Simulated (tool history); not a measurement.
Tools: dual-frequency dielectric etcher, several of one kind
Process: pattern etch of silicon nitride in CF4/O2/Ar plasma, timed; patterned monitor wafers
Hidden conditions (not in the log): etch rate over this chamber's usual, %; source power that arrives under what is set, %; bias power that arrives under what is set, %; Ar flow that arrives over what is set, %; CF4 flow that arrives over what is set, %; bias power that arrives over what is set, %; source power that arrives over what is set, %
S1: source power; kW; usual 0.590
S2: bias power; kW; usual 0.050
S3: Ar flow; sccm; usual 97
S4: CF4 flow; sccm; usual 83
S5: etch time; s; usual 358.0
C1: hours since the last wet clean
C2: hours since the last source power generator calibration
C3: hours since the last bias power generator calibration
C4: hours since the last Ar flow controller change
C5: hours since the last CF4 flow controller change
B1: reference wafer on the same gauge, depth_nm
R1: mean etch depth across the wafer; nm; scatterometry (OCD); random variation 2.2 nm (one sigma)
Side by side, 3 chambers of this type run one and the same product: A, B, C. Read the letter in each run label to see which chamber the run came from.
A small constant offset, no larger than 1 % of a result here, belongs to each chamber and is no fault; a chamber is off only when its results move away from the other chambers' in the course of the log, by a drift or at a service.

{"run": "1B", "hour": 3.5, "S1": 0.59, "S2": 0.05, "S3": 97, "S4": 83, "S5": 358.0, "C1": 436.1, "C2": 2388.8, "C3": 3225.6, "C4": 4984.2, "C5": 545.0, "B1": 724.61, "R1": 771.74}
{"run": "2A", "hour": 9.2, "S1": 0.59, "S2": 0.05, "S3": 97, "S4": 83, "S5": 358.0, "C1": 241.7, "C2": 3846.3, "C3": 1904.1, "C4": 1805.9, "C5": 3611.2, "B1": 724.05, "R1": 768.1}
{"run": "3C", "hour": 13.3, "S1": 0.59, "S2": 0.05, "S3": 97, "S4": 83, "S5": 358.0, "C1": 385.8, "C2": 481.6, "C3": 630.0, "C4": 1780.2, "C5": 4222.9, "B1": 724.53, "R1": 781.12}
{"run": "4B", "hour": 18.6, "S1": 0.59, "S2": 0.05, "S3": 97, "S4": 83, "S5": 358.0, "C1": 451.2, "C2": 2403.9, "C3": 3240.7, "C4": 4999.3, "C5": 560.1, "B1": 723.78, "R1": 763.05}
{"run": "5C", "hour": 22.5, "S1": 0.59, "S2": 0.05, "S3": 97, "S4": 83, "S5": 358.0, "C1": 395.0, "C2": 490.8, "C3": 639.2, "C4": 1789.4, "C5": 4232.1, "B1": 724.07, "R1": 776.42}
{"run": "6A", "hour": 28.4, "S1": 0.59, "S2": 0.05, "S3": 97, "S4": 83, "S5": 358.0, "C1": 260.9, "C2": 3865.5, "C3": 1923.3, "C4": 1825.1, "C5": 3630.4, "B1": 723.7, "R1": 773.12}
{"run": "7B", "hour": 31.8, "S1": 0.59, "S2": 0.05, "S3": 97, "S4": 83, "S5": 358.0, "C1": 464.4, "C2": 2417.1, "C3": 3253.9, "C4": 5012.5, "C5": 573.3, "B1": 723.71, "R1": 767.73}
{"run": "8C", "hour": 34.8, "S1": 0.59, "S2": 0.05, "S3": 97, "S4": 83, "S5": 358.0, "C1": 407.3, "C2": 503.1, "C3": 651.5, "C4": 1801.7, "C5": 4244.4, "B1": 723.64, "R1": 774.99}
{"run": "9A", "hour": 39.8, "S1": 0.59, "S2": 0.05, "S3": 97, "S4": 83, "S5": 358.0, "C1": 272.3, "C2": 3876.9, "C3": 1934.7, "C4": 1836.5, "C5": 3641.8, "B1": 723.69, "R1": 772.87}
{"hour": 43.1, "done": "chamber B: wet clean of the chamber"}
{"run": "10C", "hour": 43.1, "S1": 0.59, "S2": 0.06, "S3": 97, "S4": 83, "S5": 358.0, "C1": 415.6, "C2": 511.4, "C3": 659.8, "C4": 1810.0, "C5": 4252.7, "B1": 723.64, "R1": 832.91}
{"run": "11A", "hour": 47.2, "S1": 0.59, "S2": 0.06, "S3": 97, "S4": 83, "S5": 358.0, "C1": 279.7, "C2": 3884.3, "C3": 1942.1, "C4": 1843.9, "C5": 3649.2, "B1": 723.4, "R1": 828.85}
{"run": "12B", "hour": 53.4, "S1": 0.59, "S2": 0.06, "S3": 97, "S4": 83, "S5": 358.0, "C1": 10.3, "C2": 2438.7, "C3": 3275.5, "C4": 5034.1, "C5": 594.9, "B1": 723.7, "R1": 824.1}
{"run": "13C", "hour": 58.0, "S1": 0.59, "S2": 0.05, "S3": 97, "S4": 83, "S5": 358.0, "C1": 430.5, "C2": 526.3, "C3": 674.7, "C4": 1824.9, "C5": 4267.6, "B1": 723.97, "R1": 777.58}
{"run": "14A", "hour": 60.9, "S1": 0.59, "S2": 0.05, "S3": 97, "S4": 83, "S5": 358.0, "C1": 293.4, "C2": 3898.0, "C3": 1955.8, "C4": 1857.6, "C5": 3662.9, "B1": 723.38, "R1": 769.42}
{"run": "15B", "hour": 64.6, "S1": 0.52, "S2": 0.05, "S3": 97, "S4": 83, "S5": 446.5, "C1": 21.5, "C2": 2449.9, "C3": 3286.7, "C4": 5045.3, "C5": 606.1, "B1": 723.99, "R1": 857.65}
{"run": "16A", "hour": 68.3, "S1": 0.52, "S2": 0.05, "S3": 97, "S4": 83, "S5": 446.5, "C1": 300.8, "C2": 3905.4, "C3": 1963.2, "C4": 1865.0, "C5": 3670.3, "B1": 723.92, "R1": 863.88}
{"run": "17C", "hour": 73.7, "S1": 0.52, "S2": 0.05, "S3": 97, "S4": 83, "S5": 446.5, "C1": 446.2, "C2": 542.0, "C3": 690.4, "C4": 1840.6, "C5": 4283.3, "B1": 723.78, "R1": 868.66}
{"run": "18B", "hour": 79.6, "S1": 0.59, "S2": 0.05, "S3": 97, "S4": 83, "S5": 358.0, "C1": 36.5, "C2": 2464.9, "C3": 3301.7, "C4": 5060.3, "C5": 621.1, "B1": 723.66, "R1": 768.98}
{"hour": 82.9, "done": "chamber C: wet clean of the chamber"}
{"run": "19C", "hour": 84.0, "S1": 0.59, "S2": 0.05, "S3": 97, "S4": 83, "S5": 358.0, "C1": 1.2, "C2": 552.3, "C3": 700.7, "C4": 1850.9, "C5": 4293.6, "B1": 724.34, "R1": 781.09}
{"run": "20A", "hour": 88.9, "S1": 0.59, "S2": 0.05, "S3": 97, "S4": 83, "S5": 358.0, "C1": 321.4, "C2": 3926.0, "C3": 1983.8, "C4": 1885.6, "C5": 3690.9, "B1": 724.08, "R1": 770.71}
{"hour": 91.8, "done": "chamber A: source power generator calibrated"}
{"run": "21B", "hour": 93.2, "S1": 0.59, "S2": 0.05, "S3": 97, "S4": 83, "S5": 358.0, "C1": 50.1, "C2": 2478.5, "C3": 3315.3, "C4": 5073.9, "C5": 634.7, "B1": 724.58, "R1": 766.93}
{"run": "22B", "hour": 97.4, "S1": 0.59, "S2": 0.05, "S3": 97, "S4": 83, "S5": 358.0, "C1": 54.3, "C2": 2482.7, "C3": 3319.5, "C4": 5078.1, "C5": 638.9, "B1": 724.46, "R1": 763.61}
{"run": "23C", "hour": 102.8, "S1": 0.59, "S2": 0.05, "S3": 97, "S4": 83, "S5": 358.0, "C1": 20.0, "C2": 571.1, "C3": 719.5, "C4": 1869.7, "C5": 4312.4, "B1": 724.01, "R1": 782.49}
{"run": "24A", "hour": 107.8, "S1": 0.59, "S2": 0.05, "S3": 97, "S4": 83, "S5": 358.0, "C1": 340.3, "C2": 16.1, "C3": 2002.7, "C4": 1904.5, "C5": 3709.8, "B1": 724.3, "R1": 757.61}
{"run": "25C", "hour": 113.8, "S1": 0.59, "S2": 0.05, "S3": 97, "S4": 83, "S5": 358.0, "C1": 31.0, "C2": 582.1, "C3": 730.5, "C4": 1880.7, "C5": 4323.4, "B1": 723.62, "R1": 776.99}
{"run": "26B", "hour": 119.4, "S1": 0.59, "S2": 0.05, "S3": 97, "S4": 83, "S5": 358.0, "C1": 76.3, "C2": 2504.7, "C3": 3341.5, "C4": 5100.1, "C5": 660.9, "B1": 723.94, "R1": 766.76}
{"run": "27A", "hour": 122.6, "S1": 0.59, "S2": 0.05, "S3": 97, "S4": 83, "S5": 358.0, "C1": 355.1, "C2": 30.9, "C3": 2017.5, "C4": 1919.3, "C5": 3724.6, "B1": 724.84, "R1": 752.95}
{"run": "28A", "hour": 126.1, "S1": 0.59, "S2": 0.05, "S3": 97, "S4": 83, "S5": 358.0, "C1": 358.6, "C2": 34.4, "C3": 2021.0, "C4": 1922.8, "C5": 3728.1, "B1": 723.92, "R1": 758.08}
{"run": "29C", "hour": 131.1, "S1": 0.59, "S2": 0.05, "S3": 97, "S4": 83, "S5": 358.0, "C1": 48.3, "C2": 599.4, "C3": 747.8, "C4": 1898.0, "C5": 4340.7, "B1": 723.98, "R1": 775.18}
{"run": "30B", "hour": 135.2, "S1": 0.59, "S2": 0.05, "S3": 97, "S4": 83, "S5": 358.0, "C1": 92.1, "C2": 2520.5, "C3": 3357.3, "C4": 5115.9, "C5": 676.7, "B1": 723.61, "R1": 768.49}
{"run": "31A", "hour": 139.8, "S1": 0.59, "S2": 0.05, "S3": 97, "S4": 83, "S5": 358.0, "C1": 372.3, "C2": 48.1, "C3": 2034.7, "C4": 1936.5, "C5": 3741.8, "B1": 723.94, "R1": 756.03}
{"run": "32C", "hour": 144.3, "S1": 0.59, "S2": 0.05, "S3": 97, "S4": 83, "S5": 358.0, "C1": 61.5, "C2": 612.6, "C3": 761.0, "C4": 1911.2, "C5": 4353.9, "B1": 724.08, "R1": 777.05}
{"run": "33B", "hour": 149.0, "S1": 0.59, "S2": 0.05, "S3": 97, "S4": 83, "S5": 358.0, "C1": 105.9, "C2": 2534.3, "C3": 3371.1, "C4": 5129.7, "C5": 690.5, "B1": 724.68, "R1": 764.62}
{"hour": 149.3, "done": "chamber A: Ar flow controller replaced"}
{"run": "34C", "hour": 154.9, "S1": 0.59, "S2": 0.05, "S3": 97, "S4": 83, "S5": 358.0, "C1": 72.1, "C2": 623.2, "C3": 771.6, "C4": 1921.8, "C5": 4364.5, "B1": 723.9, "R1": 777.78}
{"run": "35B", "hour": 158.7, "S1": 0.59, "S2": 0.05, "S3": 97, "S4": 83, "S5": 358.0, "C1": 115.6, "C2": 2544.0, "C3": 3380.8, "C4": 5139.4, "C5": 700.2, "B1": 723.87, "R1": 768.76}
{"run": "36A", "hour": 164.6, "S1": 0.59, "S2": 0.05, "S3": 97, "S4": 98, "S5": 256.5, "C1": 397.1, "C2": 72.9, "C3": 2059.5, "C4": 15.4, "C5": 3766.6, "B1": 723.88, "R1": 552.9}
{"run": "37C", "hour": 169.5, "S1": 0.59, "S2": 0.05, "S3": 97, "S4": 98, "S5": 256.5, "C1": 86.7, "C2": 637.8, "C3": 786.2, "C4": 1936.4, "C5": 4379.1, "B1": 724.03, "R1": 569.96}
{"run": "38B", "hour": 175.9, "S1": 0.59, "S2": 0.05, "S3": 97, "S4": 98, "S5": 256.5, "C1": 132.8, "C2": 2561.2, "C3": 3398.0, "C4": 5156.6, "C5": 717.4, "B1": 723.79, "R1": 561.06}

What goes on in this fleet: one chamber off, a drifting gauge, or nothing beyond the chambers' own small offsets? Name the chamber and the cause, if any.

Chamber A has stood off from the others ever since a service on it.
Cause: source power that arrives under what is set, % = 2.19.

Which of the 4 candidates below, each the usual settings with something changed and its results left as question marks, puts chamber A back in line with what the other chambers give on the usual settings?
Allowed miss from the other chambers' usual-settings mean, per result, to count as in line: R1 7.80 nm
{"run": "39A-1", "hour": 180.5, "S1": 0.6, "S2": 0.05, "S3": 97, "S4": 83, "S5": 367.0, "R1": "?"}
{"run": "39A-2", "hour": 180.5, "S1": 0.59, "S2": 0.05, "S3": 97, "S4": 83, "S5": 365.5, "R1": "?"}
{"run": "39A-3", "hour": 180.5, "S1": 0.57, "S2": 0.049, "S3": 97, "S4": 83, "S5": 358.0, "R1": "?"}
{"run": "39A-4", "hour": 180.5, "S1": 0.59, "S2": 0.05, "S3": 97, "S4": 83, "S5": 351.0, "R1": "?"}

What the other chambers average on the usual settings: R1 772.66 nm
run=39A-1 R1=787.09
run=39A-2 R1=772.68
run=39A-3 R1=729.19
run=39A-4 R1=742.03
It is 39A-2 that realigns the chamber with its peers.
